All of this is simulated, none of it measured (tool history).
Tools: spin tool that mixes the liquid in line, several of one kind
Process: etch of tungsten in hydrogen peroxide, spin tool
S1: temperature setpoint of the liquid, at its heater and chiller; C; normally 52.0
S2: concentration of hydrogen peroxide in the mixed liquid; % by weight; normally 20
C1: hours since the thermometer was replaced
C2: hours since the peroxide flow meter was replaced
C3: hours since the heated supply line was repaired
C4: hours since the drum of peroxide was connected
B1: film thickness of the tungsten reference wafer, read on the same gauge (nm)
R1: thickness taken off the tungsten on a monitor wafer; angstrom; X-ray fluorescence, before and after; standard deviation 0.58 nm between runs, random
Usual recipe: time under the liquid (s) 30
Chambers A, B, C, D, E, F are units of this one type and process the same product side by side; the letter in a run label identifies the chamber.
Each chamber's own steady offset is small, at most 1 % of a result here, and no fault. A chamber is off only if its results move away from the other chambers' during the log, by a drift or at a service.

Run 1B, hour 9.3: usual settings; C1 338.0; C2 33.8; C3 1868.4; C4 503.2; B1 59.993. Result: R1 589.76 angstrom.
Run 2E, hour 24.0: usual settings; C1 195.0; C2 118.5; C3 2193.7; C4 26.1; B1 60.009. Result: R1 594.75 angstrom.
Run 3C, hour 30.4: usual settings; C1 1384.0; C2 90.0; C3 57.9; C4 232.0; B1 60.007. Result: R1 599.01 angstrom.
Run 4F, hour 38.4: usual settings; C1 1284.0; C2 369.4; C3 523.1; C4 436.5; B1 59.992. Result: R1 578.85 angstrom.
Run 5D, hour 51.7: usual settings; C1 1095.9; C2 278.1; C3 2018.1; C4 956.6; B1 59.978. Result: R1 605.47 angstrom.
Run 6A, hour 63.6: usual settings; C1 396.7; C2 185.5; C3 250.9; C4 214.8; B1 60.005. Result: R1 581.94 angstrom.
At hour 66.4: chamber D: heated supply line repaired.
Run 7D, hour 78.1: usual settings; C1 1122.3; C2 304.5; C3 11.7; C4 983.0; B1 59.984. Result: R1 591.96 angstrom.
Run 8C, hour 85.3: usual settings but S1 48.5 C, S2 22 % by weight; C1 1438.9; C2 144.9; C3 112.8; C4 286.9; B1 60.019. Result: R1 502.32 angstrom.
Run 9F, hour 97.5: usual settings but S1 48.5 C, S2 22 % by weight; C1 1343.1; C2 428.5; C3 582.2; C4 495.6; B1 60.025. Result: R1 485.83 angstrom.
Run 10E, hour 107.4: usual settings but S1 48.5 C, S2 22 % by weight; C1 278.4; C2 201.9; C3 2277.1; C4 109.5; B1 59.986. Result: R1 509.15 angstrom.
Run 11B, hour 121.5: usual settings but S1 48.5 C, S2 22 % by weight; C1 450.2; C2 146.0; C3 1980.6; C4 615.4; B1 60.014. Result: R1 507.41 angstrom.
At hour 128.1: chamber F: new drum of peroxide connected.
Run 12A, hour 134.4: usual settings but S1 48.5 C, S2 22 % by weight; C1 467.5; C2 256.3; C3 321.7; C4 285.6; B1 59.968. Result: R1 503.12 angstrom.
At hour 138.6: chamber B: new drum of peroxide connected.
Run 13F, hour 144.3: usual settings but S1 48.5 C, S2 22 % by weight; C1 1389.9; C2 475.3; C3 629.0; C4 16.2; B1 59.997. Result: R1 473.90 angstrom.
At hour 146.8: chamber C: thermometer replaced.
Run 14D, hour 151.3: usual settings; C1 1195.5; C2 377.7; C3 84.9; C4 1056.2; B1 60.011. Result: R1 597.65 angstrom.
Run 15E, hour 159.0: usual settings; C1 330.0; C2 253.5; C3 2328.7; C4 161.1; B1 60.009. Result: R1 584.35 angstrom.
At hour 159.3: chamber D: new drum of peroxide connected.
At hour 168.0: chamber B: heated supply line repaired.
Run 16C, hour 168.3: usual settings; C1 21.6; C2 227.9; C3 195.8; C4 369.9; B1 60.024. Result: R1 594.71 angstrom.
Run 17A, hour 182.9: usual settings; C1 516.0; C2 304.8; C3 370.2; C4 334.1; B1 59.980. Result: R1 577.56 angstrom.
Run 18B, hour 194.2: usual settings; C1 522.9; C2 218.7; C3 26.2; C4 55.7; B1 60.003. Result: R1 597.88 angstrom.
Run 19D, hour 206.0: usual settings; C1 1250.2; C2 432.4; C3 139.6; C4 46.8; B1 59.978. Result: R1 593.94 angstrom.
Run 20A, hour 218.6: usual settings; C1 551.7; C2 340.5; C3 405.9; C4 369.8; B1 59.997. Result: R1 587.12 angstrom.
Run 21E, hour 232.5: usual settings; C1 403.5; C2 327.0; C3 2402.2; C4 234.6; B1 59.989. Result: R1 603.71 angstrom.
Run 22B, hour 246.4: usual settings; C1 575.1; C2 270.9; C3 78.4; C4 107.9; B1 59.967. Result: R1 588.53 angstrom.
Run 23F, hour 252.7: usual settings; C1 1498.3; C2 583.7; C3 737.4; C4 124.6; B1 60.002. Result: R1 554.08 angstrom.
At hour 255.8: chamber A: thermometer replaced.
Run 24C, hour 264.6: usual settings; C1 117.9; C2 324.2; C3 292.1; C4 466.2; B1 60.023. Result: R1 593.91 angstrom.
Run 25A, hour 279.0: usual settings; C1 23.2; C2 400.9; C3 466.3; C4 430.2; B1 59.981. Result: R1 598.54 angstrom.
Run 26B, hour 292.0: usual settings; C1 620.7; C2 316.5; C3 124.0; C4 153.5; B1 59.997. Result: R1 584.77 angstrom.
Run 27D, hour 303.4: usual settings; C1 1347.6; C2 529.8; C3 237.0; C4 144.2; B1 59.968. Result: R1 590.21 angstrom.
Run 28C, hour 313.0: usual settings; C1 166.3; C2 372.6; C3 340.5; C4 514.6; B1 60.005. Result: R1 593.21 angstrom.
Run 29F, hour 319.9: usual settings but time under the liquid (s) 15; C1 1565.5; C2 650.9; C3 804.6; C4 191.8; B1 60.045. Result: R1 265.62 angstrom.
Run 30E, hour 327.5: usual settings but time under the liquid (s) 15; C1 498.5; C2 422.0; C3 2497.2; C4 329.6; B1 60.005. Result: R1 299.05 angstrom.
Run 31D, hour 335.9: usual settings but time under the liquid (s) 15; C1 1380.1; C2 562.3; C3 269.5; C4 176.7; B1 60.004. Result: R1 294.48 angstrom.
Run 32F, hour 343.5: usual settings but time under the liquid (s) 15; C1 1589.1; C2 674.5; C3 828.2; C4 215.4; B1 60.037. Result: R1 266.19 angstrom.
Run 33A, hour 356.1: usual settings but time under the liquid (s) 15; C1 100.3; C2 478.0; C3 543.4; C4 507.3; B1 59.991. Result: R1 288.62 angstrom.
Run 34E, hour 366.8: usual settings but time under the liquid (s) 15; C1 537.8; C2 461.3; C3 2536.5; C4 368.9; B1 60.023. Result: R1 293.59 angstrom.
Run 35C, hour 375.1: usual settings; C1 228.4; C2 434.7; C3 402.6; C4 576.7; B1 60.032. Result: R1 587.33 angstrom.
Run 36B, hour 389.4: usual settings; C1 718.1; C2 413.9; C3 221.4; C4 250.9; B1 59.979. Result: R1 590.62 angstrom.
Run 37F, hour 399.4: usual settings but S1 58.0 C, time under the liquid (s) 45; C1 1645.0; C2 730.4; C3 884.1; C4 271.3; B1 59.999. Result: R1 1140.50 angstrom.

Predict what each chamber gives when all 6 of them run the settings below next.
Run 38A, hour 409.9: usual settings but time under the liquid (s) 15. Result: R1 ?.
Run 38B, hour 409.9: usual settings but time under the liquid (s) 15. Result: R1 ?.
Run 38C, hour 409.9: usual settings but time under the liquid (s) 15. Result: R1 ?.
Run 38D, hour 409.9: usual settings but time under the liquid (s) 15. Result: R1 ?.
Run 38E, hour 409.9: usual settings but time under the liquid (s) 15. Result: R1 ?.
Run 38F, hour 409.9: usual settings but time under the liquid (s) 15. Result: R1 ?.

run      R1
38A  295.32
38B  300.63
38C  300.44
38D  297.97
38E  298.99
38F  262.38
